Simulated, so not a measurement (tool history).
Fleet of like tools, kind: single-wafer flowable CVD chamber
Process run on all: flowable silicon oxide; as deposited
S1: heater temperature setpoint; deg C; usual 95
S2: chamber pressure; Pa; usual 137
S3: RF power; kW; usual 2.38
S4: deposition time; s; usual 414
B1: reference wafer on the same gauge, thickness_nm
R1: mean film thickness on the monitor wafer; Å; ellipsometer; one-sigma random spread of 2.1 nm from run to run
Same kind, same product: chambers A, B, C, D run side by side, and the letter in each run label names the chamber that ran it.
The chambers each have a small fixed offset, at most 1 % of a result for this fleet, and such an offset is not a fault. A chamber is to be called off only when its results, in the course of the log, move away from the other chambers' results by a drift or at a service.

run	day	S1	S2	S3	S4	B1	R1
1A	0.25	95	137	2.38	414	454.9	4165
2B	0.567	95	137	2.38	414	455.46	4186.9
3C	0.842	95	137	2.38	414	454.96	4150
4D	1.008	95	137	2.38	414	454.89	4247.7
5C	1.233	95	137	2.38	414	455.27	4139.8
6A	1.433	95	137	2.38	414	455.05	4174.7
7D	1.775	95	137	2.38	414	455.07	4184.7
8B	2.104	95	137	2.38	414	455.01	4207.3
9A	2.338	95	137	2.38	414	455.11	4175.2
10D	2.583	95	137	2.38	414	454.24	4225.3
11B	2.929	95	137	2.38	414	455.15	4210.5
12C	3.283	95	137	2.38	414	454.13	4114.8
13D	3.567	95	137	2.38	414	455.24	4185.1
14C	3.792	95	137	2.38	414	455.58	4188.9
15B	4.142	95	137	2.38	414	454.68	4184.5
16A	4.496	95	137	2.38	414	454.62	4213.1
# day 4.738: chamber C: thermocouple changed; heater temperature recalibrated
17A	4.779	95	137	2.38	414	455.19	4215.1
18D	5.025	95	137	2.38	414	455.05	4206.4
19B	5.221	95	148	2.38	441	455.08	4857
20C	5.421	95	148	2.38	441	454.72	4863.9
21C	5.733	95	148	2.38	441	454.9	4837.4
22D	6.083	95	148	2.38	441	455.62	4858.3
23A	6.283	95	137	2.38	414	454.34	4299.8
24B	6.554	95	137	2.38	414	455.27	4209.3
25A	6.825	95	137	2.38	414	454.73	4290.1
26C	7.121	95	137	2.38	414	455.44	4115.5
27D	7.446	95	137	2.38	414	455.21	4199.2
28B	7.654	95	137	2.38	414	454.75	4227.7

What goes on in this fleet: one chamber off, a drifting gauge, or nothing beyond the chambers' own small offsets? Name the chamber and the cause, if any.

It is chamber A that slowly wanders off from its peers.
Cause: wafer temperature below the value expected at the setpoint (K) = 1.29.
The log may not tell that from: true pressure above the setpoint (%).

Which of the 4 candidates below, each the usual settings with something changed and its results left as question marks, puts chamber A back in line with what the other chambers give on the usual settings?
A result is in line if it is within this distance of the other chambers' mean on the usual settings: R1 73 Å
29A-1	7.921	95	137	2.38	430		?
29A-2	7.921	95	137	2.365	398		?
29A-3	7.921	95	137	2.38	413		?
29A-4	7.921	95	139	2.38	414		?

The other chambers' mean on the usual settings: R1 4186.5 Å
run	R1
29A-1	4517.9
29A-2	4178
29A-3	4339.3
29A-4	4400.2
The right change is 29A-2: it brings the chamber back within the allowed miss of the others.
